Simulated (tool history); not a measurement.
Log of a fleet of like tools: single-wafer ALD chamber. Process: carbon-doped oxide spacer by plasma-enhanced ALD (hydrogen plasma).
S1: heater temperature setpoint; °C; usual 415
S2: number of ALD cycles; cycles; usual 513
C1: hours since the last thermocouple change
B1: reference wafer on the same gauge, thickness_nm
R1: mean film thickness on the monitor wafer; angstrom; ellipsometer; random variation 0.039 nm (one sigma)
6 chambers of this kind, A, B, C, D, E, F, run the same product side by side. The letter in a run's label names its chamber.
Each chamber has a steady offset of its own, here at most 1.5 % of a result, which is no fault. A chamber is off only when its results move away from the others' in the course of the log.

run,day,S1,S2,C1,B1,R1
# day 0.296: chamber B: thermocouple changed; heater temperature recalibrated
1E,0.408,415,513,239.3,24.611,245.76
2C,0.762,415,513,1766.9,24.615,242.2
3A,1.1,415,513,471,24.617,245.45
4F,1.562,415,513,314.8,24.624,247.06
5B,1.867,415,513,37.7,24.621,246.6
6D,2.229,415,513,1418.1,24.627,246.17
7B,2.592,415,513,55.1,24.635,246.39
8C,2.812,415,513,1816.1,24.64,241.45
9A,3.042,415,513,517.6,24.638,245.28
10F,3.488,415,513,361,24.636,246.6
11D,3.742,420,513,1454.4,24.648,241.16
12E,4.029,420,513,326.2,24.654,242.87
13A,4.383,420,513,549.8,24.641,241.82
14F,4.762,420,513,391.6,24.656,243.24
15C,5.054,420,513,1869.9,24.661,238.26
16E,5.533,420,513,362.3,24.67,244.01
17B,5.812,415,513,132.4,24.679,247.75
18D,6.2,415,513,1513.4,24.674,246.93
19D,6.562,415,513,1522.1,24.684,246.28
20B,6.888,407,513,158.2,24.682,252.82
21E,7.342,407,513,405.7,24.686,253.21
22C,7.762,407,513,1934.9,24.697,248.52
23F,8.083,407,513,471.3,24.687,253.58
24A,8.467,407,513,647.8,24.699,251.69
25B,8.679,407,513,201.2,24.714,252.92
26E,8.904,415,513,443.2,24.71,247.8
27F,9.225,426,513,498.7,24.706,239.57
28C,9.471,426,513,1975.9,24.719,234.85
29D,9.842,426,513,1600.8,24.721,238.38
30A,10.267,426,513,691,24.719,237.11
31B,10.7,426,513,249.7,24.725,238.01
32D,10.954,426,513,1627.5,24.735,237.23
33F,11.338,415,513,549.4,24.733,248.1
34C,11.654,415,513,2028.3,24.746,243.36
35E,11.996,415,513,517.4,24.741,247.73
36A,12.229,415,513,738.1,24.751,246.67
37B,12.596,415,513,295.2,24.757,246.87
38E,13.017,415,513,541.9,24.751,247.23

Is one chamber off against the others, does the gauge drift, or is nothing wrong? If a chamber is off, say which, and what the likeliest cause is.

The gauge drifts, so all chambers seem to drift together. No chamber is off.
Cause: gauge reads high (%) = 0.652.
